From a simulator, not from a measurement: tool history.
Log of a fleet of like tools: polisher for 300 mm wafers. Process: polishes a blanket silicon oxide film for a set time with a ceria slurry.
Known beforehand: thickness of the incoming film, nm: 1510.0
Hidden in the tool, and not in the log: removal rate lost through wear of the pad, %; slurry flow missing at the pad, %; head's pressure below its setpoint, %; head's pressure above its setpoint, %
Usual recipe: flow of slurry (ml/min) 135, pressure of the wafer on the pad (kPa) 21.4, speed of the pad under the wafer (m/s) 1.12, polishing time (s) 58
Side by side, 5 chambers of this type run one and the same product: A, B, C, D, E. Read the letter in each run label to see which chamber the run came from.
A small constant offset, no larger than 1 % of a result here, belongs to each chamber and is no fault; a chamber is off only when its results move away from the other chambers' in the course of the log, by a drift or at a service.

run,hour,flow of slurry (ml/min),pressure of the wafer on the pad (kPa),speed of the pad under the wafer (m/s),polishing time (s),wafers polished on this pad,hours since the slurry nozzle was cleaned,hours since the head pressure was calibrated,film removed (angstrom)
# hour 5.1: chamber B: worn pad replaced by a new one
1D,9.3,135,21.4,1.12,58,371,213.3,179.3,3074
2C,17.5,135,21.4,1.12,58,225,178.1,299.3,3109.3
# hour 21.2: chamber A: worn pad replaced by a new one
3E,28.2,135,21.4,1.12,58,759,154.2,258.2,3091.5
# hour 34: chamber D: worn pad replaced by a new one
4A,36.1,135,21.4,1.12,58,172,234.6,260.1,3131.3
5B,43.7,135,21.4,1.12,58,446,336.2,213,3113.9
# hour 45.4: chamber C: worn pad replaced by a new one
6A,50.1,135,21.4,1.12,58,334,248.6,274.1,3132.6
# hour 53.3: chamber B: worn pad replaced by a new one
7C,55,135,21.4,1.12,58,111,215.6,336.8,3082.3
# hour 60.8: chamber E: worn pad replaced by a new one
8E,65.5,135,21.4,1.12,58,54,191.5,295.5,3069.2
9D,73.2,135,21.4,1.12,58,453,277.2,243.2,3125.8
# hour 73.8: chamber A: worn pad replaced by a new one
10B,82.7,135,21.4,1.12,58,340,375.2,252,3061.8
11B,88.2,135,21.4,1.12,58,404,380.7,257.5,3125.8
# hour 89.5: chamber D: slurry nozzle cleaned
# hour 93: chamber D: worn pad replaced by a new one
12A,93.7,135,21.4,1.12,58,230,292.2,317.7,3137.9
# hour 96.5: chamber B: worn pad replaced by a new one
# hour 96.8: chamber C: worn pad replaced by a new one
13E,103,135,21.4,1.12,58,488,229,333,3090.8
# hour 112.1: chamber E: head pressure recalibrated
14C,112.3,135,21.4,1.12,58,179,272.9,394.1,3074.4
# hour 117.2: chamber A: worn pad replaced by a new one
15D,117.3,135,21.4,1.12,58,281,27.9,287.3,3107.5
16A,127.7,135,21.4,1.12,58,122,326.2,351.7,3141.9
17B,134.5,135,21.4,1.12,58,439,427,303.8,3074.4
# hour 137.6: chamber B: worn pad replaced by a new one
18E,140.7,135,21.4,1.12,58,923,266.7,28.7,3154.3
19D,145.6,135,21.4,1.12,58,608,56.2,315.6,3027.9
# hour 147: chamber D: head pressure recalibrated
# hour 150.6: chamber C: worn pad replaced by a new one
# hour 151.7: chamber E: worn pad replaced by a new one
20C,151.9,135,21.4,1.12,58,15,312.5,433.7,2956.1
21D,158.4,135,21.4,1.12,58,756,69,11.4,3075.2
# hour 160.3: chamber A: worn pad replaced by a new one
# hour 165.8: chamber D: worn pad replaced by a new one
22A,168.9,135,21.4,1.12,58,100,367.4,392.9,3073.1
23B,176.3,135,21.4,1.12,58,448,468.8,345.6,3082.6
# hour 179.5: chamber B: worn pad replaced by a new one
24E,183,135,27.6,1.12,58,362,309,71,4002.1
# hour 183.6: chamber A: slurry nozzle cleaned
# hour 183.7: chamber B: head pressure recalibrated
# hour 190.5: chamber C: head pressure recalibrated
# hour 191.3: chamber C: worn pad replaced by a new one
25C,191.4,135,27.6,1.12,58,1,352,1,3763.8
26A,196.9,135,27.6,1.12,58,423,13.4,420.9,3960.2
27D,205.7,135,27.6,1.12,58,461,116.3,58.7,4000.4
28B,214,135,27.6,1.12,58,399,506.5,30.3,3910.3
29E,224.2,135,21.4,1.12,58,838,350.2,112.2,3080.5
30C,234,135,21.4,1.12,58,493,394.6,43.6,2804.4

Does one chamber stand apart from the rest, does the shared gauge drift, or is all well apart from small per-chamber offsets? Give the chamber and the most likely cause, where there is one.

Little by little, chamber C moves away from the other chambers.
What lies behind it: slurry flow missing at the pad, % = 37.6.

Chamber C could run next with any of the 4 candidate recipes listed below; each alters the usual settings, and their results appear as question marks. Which one brings its results back in line with what the other chambers deliver on the usual settings?
Allowed miss from the other chambers' usual-settings mean, per result, to count as in line: film removed (angstrom) 110
31C-1,241.9,130,19.3,1.12,58,,,,?
31C-2,241.9,135,22.1,1.16,60,,,,?
31C-3,241.9,155,21.4,1.12,58,,,,?
31C-4,241.9,135,20.7,1.12,57,,,,?

Usual-settings mean across the other chambers: film removed (angstrom) 3086.6
run,film removed (angstrom)
31C-1,2448.4
31C-2,3025.7
31C-3,2842.7
31C-4,2604.6
31C-2 puts the chamber back in line with the other chambers.

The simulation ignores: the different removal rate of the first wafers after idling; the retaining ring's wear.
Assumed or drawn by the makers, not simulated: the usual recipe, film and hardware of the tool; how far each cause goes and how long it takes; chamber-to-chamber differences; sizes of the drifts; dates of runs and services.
